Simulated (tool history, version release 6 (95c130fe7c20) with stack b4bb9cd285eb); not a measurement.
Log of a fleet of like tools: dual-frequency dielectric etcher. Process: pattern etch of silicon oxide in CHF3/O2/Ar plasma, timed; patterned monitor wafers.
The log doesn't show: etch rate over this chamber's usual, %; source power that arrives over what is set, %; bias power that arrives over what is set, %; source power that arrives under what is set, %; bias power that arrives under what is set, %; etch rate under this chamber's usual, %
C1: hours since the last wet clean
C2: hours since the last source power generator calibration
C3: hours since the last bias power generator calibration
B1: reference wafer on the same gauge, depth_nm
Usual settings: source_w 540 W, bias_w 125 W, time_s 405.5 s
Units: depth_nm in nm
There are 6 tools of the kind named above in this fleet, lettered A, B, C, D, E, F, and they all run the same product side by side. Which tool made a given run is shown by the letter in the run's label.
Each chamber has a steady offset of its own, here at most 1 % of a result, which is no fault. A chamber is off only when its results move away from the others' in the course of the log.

Run 1C, hour 6.9: usual settings; C1 309; C2 1147; C3 3751.8; B1 552.86. Result: depth_nm 680.67 nm.
Run 2A, hour 14: usual settings; C1 81.8; C2 1437.7; C3 1471; B1 552.63. Result: depth_nm 678.52 nm.
Run 3B, hour 21.7: usual settings; C1 56; C2 1940.2; C3 239.2; B1 552.67. Result: depth_nm 684.62 nm.
Run 4F, hour 29.1: usual settings; C1 227.7; C2 1609.1; C3 3065.6; B1 552.53. Result: depth_nm 685.18 nm.
Run 5D, hour 36.2: usual settings; C1 364.6; C2 243.1; C3 2712; B1 552.41. Result: depth_nm 682.18 nm.
Run 6E, hour 43.7: usual settings; C1 320.9; C2 3040.6; C3 1681.1; B1 552.63. Result: depth_nm 685.84 nm.
Run 7F, hour 49.7: usual settings; C1 248.3; C2 1629.7; C3 3086.2; B1 552.42. Result: depth_nm 685.68 nm.
Run 8A, hour 56.9: usual settings; C1 124.7; C2 1480.6; C3 1513.9; B1 552.23. Result: depth_nm 678.91 nm.
Run 9C, hour 62.1: usual settings but source_w 430 W, time_s 482 s; C1 364.2; C2 1202.2; C3 3807; B1 552.19. Result: depth_nm 738.92 nm.
At hour 66.9: chamber C: wet clean of the chamber.
Run 10D, hour 69.2: usual settings but source_w 430 W, time_s 482 s; C1 397.6; C2 276.1; C3 2745; B1 552.22. Result: depth_nm 740.91 nm.
Run 11E, hour 75.3: usual settings but source_w 430 W, time_s 482 s; C1 352.5; C2 3072.2; C3 1712.7; B1 552.1. Result: depth_nm 744.47 nm.
At hour 79.4: chamber E: wet clean of the chamber.
Run 12B, hour 83: usual settings but source_w 430 W, time_s 482 s; C1 117.3; C2 2001.5; C3 300.5; B1 552.2. Result: depth_nm 745 nm.
Run 13F, hour 89.7: usual settings but source_w 430 W, time_s 482 s; C1 288.3; C2 1669.7; C3 3126.2; B1 551.96. Result: depth_nm 744.11 nm.
Run 14E, hour 94.8: usual settings but source_w 430 W, time_s 482 s; C1 15.5; C2 3091.7; C3 1732.2; B1 551.91. Result: depth_nm 745.91 nm.
Run 15C, hour 100.5: usual settings; C1 33.6; C2 1240.6; C3 3845.4; B1 551.81. Result: depth_nm 680.37 nm.
Run 16B, hour 108.1: usual settings; C1 142.4; C2 2026.6; C3 325.6; B1 551.71. Result: depth_nm 686.01 nm.
Run 17D, hour 112.7: usual settings; C1 441.1; C2 319.6; C3 2788.5; B1 551.73. Result: depth_nm 681.05 nm.
Run 18A, hour 116.9: usual settings; C1 184.7; C2 1540.6; C3 1573.9; B1 551.48. Result: depth_nm 677.04 nm.
Run 19B, hour 120.5: usual settings; C1 154.8; C2 2039; C3 338; B1 551.52. Result: depth_nm 686.79 nm.
Run 20A, hour 128.3: usual settings; C1 196.1; C2 1552; C3 1585.3; B1 551.46. Result: depth_nm 676.64 nm.
Run 21C, hour 133.9: usual settings; C1 67; C2 1274; C3 3878.8; B1 551.44. Result: depth_nm 681.12 nm.
Run 22E, hour 140.8: usual settings but time_s 522.5 s; C1 61.5; C2 3137.7; C3 1778.2; B1 551.3. Result: depth_nm 882.22 nm.
Run 23F, hour 144.9: usual settings but time_s 522.5 s; C1 343.5; C2 1724.9; C3 3181.4; B1 551.4. Result: depth_nm 882.19 nm.
Run 24D, hour 151: usual settings but time_s 522.5 s; C1 479.4; C2 357.9; C3 2826.8; B1 551.34. Result: depth_nm 878.67 nm.
Run 25C, hour 157.1: usual settings but time_s 522.5 s; C1 90.2; C2 1297.2; C3 3902; B1 551.2. Result: depth_nm 874.79 nm.
Run 26D, hour 163: usual settings but time_s 522.5 s; C1 491.4; C2 369.9; C3 2838.8; B1 551.13. Result: depth_nm 876.9 nm.
Run 27B, hour 170.6: usual settings but time_s 522.5 s; C1 204.9; C2 2089.1; C3 388.1; B1 550.95. Result: depth_nm 882.27 nm.
Run 28A, hour 176.2: usual settings; C1 244; C2 1599.9; C3 1633.2; B1 551.07. Result: depth_nm 677.48 nm.
Run 29E, hour 180.1: usual settings but source_w 580 W, time_s 518 s; C1 100.8; C2 3177; C3 1817.5; B1 550.86. Result: depth_nm 899.47 nm.
Run 30F, hour 185.3: usual settings but source_w 580 W, time_s 518 s; C1 383.9; C2 1765.3; C3 3221.8; B1 550.92. Result: depth_nm 898.27 nm.
Run 31D, hour 192: usual settings but source_w 580 W, time_s 518 s; C1 520.4; C2 398.9; C3 2867.8; B1 550.72. Result: depth_nm 894.38 nm.
Run 32F, hour 196.1: usual settings but source_w 580 W, time_s 518 s; C1 394.7; C2 1776.1; C3 3232.6; B1 550.87. Result: depth_nm 900.73 nm.
Run 33E, hour 201: usual settings but source_w 580 W, time_s 518 s; C1 121.7; C2 3197.9; C3 1838.4; B1 550.8. Result: depth_nm 897.6 nm.
Run 34C, hour 209.1: usual settings but source_w 580 W, time_s 518 s; C1 142.2; C2 1349.2; C3 3954; B1 550.51. Result: depth_nm 893.11 nm.
Run 35B, hour 213.4: usual settings; C1 247.7; C2 2131.9; C3 430.9; B1 550.65. Result: depth_nm 682.35 nm.
Run 36A, hour 219.4: usual settings but source_w 460 W; C1 287.2; C2 1643.1; C3 1676.4; B1 550.63. Result: depth_nm 635.18 nm.
Run 37E, hour 225.8: usual settings but source_w 460 W; C1 146.5; C2 3222.7; C3 1863.2; B1 550.54. Result: depth_nm 642.84 nm.
Run 38A, hour 232.1: usual settings but source_w 460 W; C1 299.9; C2 1655.8; C3 1689.1; B1 550.33. Result: depth_nm 634.57 nm.
Run 39C, hour 238.3: usual settings but source_w 460 W; C1 171.4; C2 1378.4; C3 3983.2; B1 550.17. Result: depth_nm 636.2 nm.
Run 40B, hour 242.5: usual settings but source_w 460 W; C1 276.8; C2 2161; C3 460; B1 550.12. Result: depth_nm 641.37 nm.
Run 41F, hour 246.6: usual settings but source_w 460 W; C1 445.2; C2 1826.6; C3 3283.1; B1 550.18. Result: depth_nm 641.96 nm.
Run 42D, hour 251.7: usual settings; C1 580.1; C2 458.6; C3 2927.5; B1 550.29. Result: depth_nm 680.43 nm.
Run 43A, hour 257.6: usual settings; C1 325.4; C2 1681.3; C3 1714.6; B1 550.27. Result: depth_nm 676.23 nm.
Run 44C, hour 262: usual settings; C1 195.1; C2 1402.1; C3 4006.9; B1 550.04. Result: depth_nm 677.83 nm.

For the next run the whole fleet of 6 chambers uses the same settings. Give each chamber's results:
Run 45A, hour 268: usual settings but time_s 367 s. Result: depth_nm ?.
Run 45B, hour 268: usual settings but time_s 367 s. Result: depth_nm ?.
Run 45C, hour 268: usual settings but time_s 367 s. Result: depth_nm ?.
Run 45D, hour 268: usual settings but time_s 367 s. Result: depth_nm ?.
Run 45E, hour 268: usual settings but time_s 367 s. Result: depth_nm ?.
Run 45F, hour 268: usual settings but time_s 367 s. Result: depth_nm ?.

run  depth_nm
45A    611.75
45B    616.22
45C    612.81
45D    614.43
45E    617.94
45F    616.23
